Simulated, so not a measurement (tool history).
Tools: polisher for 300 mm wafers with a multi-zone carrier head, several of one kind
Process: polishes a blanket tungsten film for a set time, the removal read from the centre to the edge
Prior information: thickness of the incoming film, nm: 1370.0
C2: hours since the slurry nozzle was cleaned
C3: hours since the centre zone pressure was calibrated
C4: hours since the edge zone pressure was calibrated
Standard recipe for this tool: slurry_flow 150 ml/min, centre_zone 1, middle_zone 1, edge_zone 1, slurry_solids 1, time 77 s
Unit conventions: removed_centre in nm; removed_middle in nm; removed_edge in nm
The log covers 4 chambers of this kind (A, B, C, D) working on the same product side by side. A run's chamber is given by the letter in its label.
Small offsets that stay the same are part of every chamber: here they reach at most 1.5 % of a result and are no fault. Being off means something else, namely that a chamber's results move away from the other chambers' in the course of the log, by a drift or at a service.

run 1A hour=12.6 | slurry_flow=150 centre_zone=1 middle_zone=1 edge_zone=1 slurry_solids=1 time=77 | wafers_polished_on_this_pad=592 C2=34.9 C3=602.5 C4=930.5 | removed_centre=262.48 removed_middle=262.78 removed_edge=263.29
-- hour=19 chamber D: worn pad replaced by a new one
run 2B hour=21.8 | slurry_flow=150 centre_zone=1 middle_zone=1 edge_zone=1 slurry_solids=1 time=77 | wafers_polished_on_this_pad=311 C2=450 C3=495 C4=415.5 | removed_centre=276.45 removed_middle=269.38 removed_edge=265.9
-- hour=27.5 chamber C: worn pad replaced by a new one
run 3D hour=29.3 | slurry_flow=150 centre_zone=1 middle_zone=1 edge_zone=1 slurry_solids=1 time=77 | wafers_polished_on_this_pad=140 C2=518.3 C3=572.2 C4=119.8 | removed_centre=260.83 removed_middle=264.14 removed_edge=266.29
run 4C hour=40.1 | slurry_flow=150 centre_zone=1 middle_zone=1 edge_zone=1 slurry_solids=1 time=77 | wafers_polished_on_this_pad=171 C2=414.5 C3=317.2 C4=772.4 | removed_centre=267.64 removed_middle=265.15 removed_edge=262.33
-- hour=47.1 chamber A: worn pad replaced by a new one
run 5B hour=51.6 | slurry_flow=150 centre_zone=1 middle_zone=1 edge_zone=1 slurry_solids=1 time=77 | wafers_polished_on_this_pad=716 C2=479.8 C3=524.8 C4=445.3 | removed_centre=268.51 removed_middle=262.8 removed_edge=262.66
run 6C hour=62.8 | slurry_flow=150 centre_zone=1 middle_zone=1 edge_zone=1 slurry_solids=1 time=77 | wafers_polished_on_this_pad=480 C2=437.2 C3=339.9 C4=795.1 | removed_centre=272.48 removed_middle=266.75 removed_edge=265.33
-- hour=65.5 chamber B: worn pad replaced by a new one
-- hour=71.1 chamber C: centre zone pressure recalibrated
run 7D hour=75.7 | slurry_flow=150 centre_zone=1 middle_zone=1 edge_zone=1.05 slurry_solids=1 time=101 | wafers_polished_on_this_pad=772 C2=564.7 C3=618.6 C4=166.2 | removed_centre=348.08 removed_middle=348.89 removed_edge=354.48
-- hour=85.2 chamber D: worn pad replaced by a new one
run 8A hour=89.6 | slurry_flow=150 centre_zone=1 middle_zone=1 edge_zone=1.05 slurry_solids=1 time=101 | wafers_polished_on_this_pad=579 C2=111.9 C3=679.5 C4=1007.5 | removed_centre=346.65 removed_middle=350.56 removed_edge=363.44
-- hour=93.6 chamber C: worn pad replaced by a new one
run 9A hour=104.6 | slurry_flow=150 centre_zone=1 middle_zone=1 edge_zone=1.05 slurry_solids=1 time=101 | wafers_polished_on_this_pad=784 C2=126.9 C3=694.5 C4=1022.5 | removed_centre=351.91 removed_middle=354.96 removed_edge=362.39
-- hour=108.3 chamber C: slurry nozzle cleaned
-- hour=116.1 chamber A: edge zone pressure recalibrated
run 10C hour=118.5 | slurry_flow=150 centre_zone=1 middle_zone=1 edge_zone=1.05 slurry_solids=1 time=101 | wafers_polished_on_this_pad=339 C2=10.3 C3=47.4 C4=850.8 | removed_centre=343.63 removed_middle=355.03 removed_edge=355.52
-- hour=128 chamber B: worn pad replaced by a new one
-- hour=128.8 chamber A: worn pad replaced by a new one
run 11B hour=133.8 | slurry_flow=150 centre_zone=1 middle_zone=1 edge_zone=1 slurry_solids=1 time=77 | wafers_polished_on_this_pad=79 C2=562 C3=607 C4=527.5 | removed_centre=268.73 removed_middle=265.77 removed_edge=265.07
run 12D hour=145.5 | slurry_flow=150 centre_zone=1 middle_zone=1 edge_zone=1 slurry_solids=1 time=77 | wafers_polished_on_this_pad=821 C2=634.5 C3=688.4 C4=236 | removed_centre=268.71 removed_middle=262 removed_edge=269.18
-- hour=149.9 chamber D: worn pad replaced by a new one
run 13C hour=155.9 | slurry_flow=150 centre_zone=1 middle_zone=1 edge_zone=1 slurry_solids=1 time=77 | wafers_polished_on_this_pad=849 C2=47.7 C3=84.8 C4=888.2 | removed_centre=271.64 removed_middle=262.96 removed_edge=258.88
run 14A hour=165.1 | slurry_flow=150 centre_zone=1 middle_zone=1 edge_zone=1 slurry_solids=1 time=77 | wafers_polished_on_this_pad=495 C2=187.4 C3=755 C4=49.1 | removed_centre=264.4 removed_middle=266.26 removed_edge=266.03
-- hour=169.9 chamber C: worn pad replaced by a new one
run 15D hour=178.2 | slurry_flow=150 centre_zone=1 middle_zone=1 edge_zone=1 slurry_solids=1 time=77 | wafers_polished_on_this_pad=385 C2=667.2 C3=721.1 C4=268.7 | removed_centre=263.43 removed_middle=265.47 removed_edge=263.05
run 16B hour=188.7 | slurry_flow=150 centre_zone=1 middle_zone=1 edge_zone=1 slurry_solids=1 time=77 | wafers_polished_on_this_pad=826 C2=616.9 C3=661.9 C4=582.4 | removed_centre=266.94 removed_middle=260.59 removed_edge=264.37
-- hour=195.6 chamber B: worn pad replaced by a new one
-- hour=200.2 chamber B: slurry nozzle cleaned
run 17C hour=204.4 | slurry_flow=150 centre_zone=1 middle_zone=1 edge_zone=1 slurry_solids=1 time=77 | wafers_polished_on_this_pad=470 C2=96.2 C3=133.3 C4=936.7 | removed_centre=266.31 removed_middle=267.68 removed_edge=259.83
-- hour=211.2 chamber D: edge zone pressure recalibrated
-- hour=211.3 chamber A: worn pad replaced by a new one
run 18D hour=214.5 | slurry_flow=150 centre_zone=1 middle_zone=1 edge_zone=1 slurry_solids=1 time=77 | wafers_polished_on_this_pad=880 C2=703.5 C3=757.4 C4=3.4 | removed_centre=257.66 removed_middle=262.69 removed_edge=256.99
run 19B hour=222.9 | slurry_flow=150 centre_zone=1.11 middle_zone=1 edge_zone=1 slurry_solids=1 time=77 | wafers_polished_on_this_pad=372 C2=22.8 C3=696.1 C4=616.6 | removed_centre=299.69 removed_middle=258.17 removed_edge=262.11
-- hour=227.4 chamber D: worn pad replaced by a new one
run 20A hour=238.4 | slurry_flow=150 centre_zone=1.11 middle_zone=1 edge_zone=1 slurry_solids=1 time=77 | wafers_polished_on_this_pad=369 C2=260.7 C3=828.3 C4=122.4 | removed_centre=300.66 removed_middle=264.17 removed_edge=259.8
-- hour=244.8 chamber C: worn pad replaced by a new one
run 21A hour=252.6 | slurry_flow=150 centre_zone=1.11 middle_zone=1 edge_zone=1 slurry_solids=1 time=77 | wafers_polished_on_this_pad=563 C2=274.9 C3=842.5 C4=136.6 | removed_centre=299.33 removed_middle=266.28 removed_edge=269.02
run 22D hour=265.5 | slurry_flow=150 centre_zone=1.11 middle_zone=1 edge_zone=1 slurry_solids=1 time=77 | wafers_polished_on_this_pad=518 C2=754.5 C3=808.4 C4=54.4 | removed_centre=286.69 removed_middle=255.92 removed_edge=256.23
-- hour=270.5 chamber D: centre zone pressure recalibrated
run 23B hour=274.7 | slurry_flow=150 centre_zone=0.94 middle_zone=0.92 edge_zone=1 slurry_solids=1 time=77 | wafers_polished_on_this_pad=1077 C2=74.6 C3=747.9 C4=668.4 | removed_centre=243.61 removed_middle=241.73 removed_edge=260.86
-- hour=279.8 chamber B: worn pad replaced by a new one
-- hour=288.7 chamber A: worn pad replaced by a new one
run 24C hour=288.7 | slurry_flow=150 centre_zone=0.94 middle_zone=0.92 edge_zone=1 slurry_solids=1 time=77 | wafers_polished_on_this_pad=598 C2=180.5 C3=217.6 C4=1021 | removed_centre=245.51 removed_middle=252.82 removed_edge=259.59
-- hour=296 chamber D: worn pad replaced by a new one
run 25D hour=296.8 | slurry_flow=150 centre_zone=0.94 middle_zone=0.92 edge_zone=1 slurry_solids=1 time=77 | wafers_polished_on_this_pad=11 C2=785.8 C3=26.3 C4=85.7 | removed_centre=234.67 removed_middle=235.6 removed_edge=254.52
run 26C hour=305.1 | slurry_flow=150 centre_zone=0.94 middle_zone=0.92 edge_zone=1 slurry_solids=1 time=77 | wafers_polished_on_this_pad=821 C2=196.9 C3=234 C4=1037.4 | removed_centre=252.2 removed_middle=245 removed_edge=264.11
run 27A hour=312.3 | slurry_flow=150 centre_zone=1 middle_zone=1 edge_zone=1 slurry_solids=1 time=77 | wafers_polished_on_this_pad=322 C2=334.6 C3=902.2 C4=196.3 | removed_centre=265.8 removed_middle=265.67 removed_edge=272.41
-- hour=325.7 chamber C: worn pad replaced by a new one
run 28B hour=325.9 | slurry_flow=150 centre_zone=1 middle_zone=1 edge_zone=1 slurry_solids=1 time=77 | wafers_polished_on_this_pad=628 C2=125.8 C3=799.1 C4=719.6 | removed_centre=260.28 removed_middle=262.87 removed_edge=266.42
run 29C hour=341.3 | slurry_flow=150 centre_zone=1 middle_zone=1 edge_zone=1 slurry_solids=1 time=77 | wafers_polished_on_this_pad=212 C2=233.1 C3=270.2 C4=1073.6 | removed_centre=267.95 removed_middle=273.31 removed_edge=266.59
run 30B hour=354.3 | slurry_flow=150 centre_zone=1.1 middle_zone=1 edge_zone=1.08 slurry_solids=1 time=77 | wafers_polished_on_this_pad=1014 C2=154.2 C3=827.5 C4=748 | removed_centre=287.34 removed_middle=264.02 removed_edge=273.66
run 31D hour=366.7 | slurry_flow=150 centre_zone=1.1 middle_zone=1 edge_zone=1.08 slurry_solids=1 time=77 | wafers_polished_on_this_pad=962 C2=855.7 C3=96.2 C4=155.6 | removed_centre=266.06 removed_middle=247.87 removed_edge=261.01

What goes on in this fleet: one chamber off, a drifting gauge, or nothing beyond the chambers' own small offsets? Name the chamber and the cause, if any.

One chamber, D, drifts off from the rest bit by bit.
Likeliest cause: slurry flow missing at the pad, % = 30.7.

Below are 4 candidate recipes for chamber D's next run, each the usual settings with a change, their results shown as question marks. Which of them brings D's results back in line with what the other chambers give on the usual settings?
In line means no further than this from the other chambers' mean on the usual settings: removed_centre 12 nm; removed_middle 11 nm; removed_edge 9.3 nm
run 32D-1 hour=378.1 | slurry_flow=145 centre_zone=0.98 middle_zone=0.99 edge_zone=1.01 slurry_solids=1 time=73 | removed_centre=? removed_middle=? removed_edge=?
run 32D-2 hour=378.1 | slurry_flow=160 centre_zone=1.04 middle_zone=1.03 edge_zone=0.97 slurry_solids=1 time=88 | removed_centre=? removed_middle=? removed_edge=?
run 32D-3 hour=378.1 | slurry_flow=155 centre_zone=1.02 middle_zone=1.01 edge_zone=0.99 slurry_solids=1 time=81 | removed_centre=? removed_middle=? removed_edge=?
run 32D-4 hour=378.1 | slurry_flow=140 centre_zone=0.96 middle_zone=0.97 edge_zone=1.03 slurry_solids=1 time=68 | removed_centre=? removed_middle=? removed_edge=?

The other chambers' mean on the usual settings: removed_centre 264.52 nm; removed_middle 264.05 nm; removed_edge 264.55 nm
run=32D-1 removed_centre=220.36 removed_middle=224.23 removed_edge=236.47
run=32D-2 removed_centre=292.4 removed_middle=287.54 removed_edge=284
run=32D-3 removed_centre=260.94 removed_middle=257.89 removed_edge=262.77
run=32D-4 removed_centre=198.31 removed_middle=203.04 removed_edge=221.14
32D-3 brings the chamber back in line.
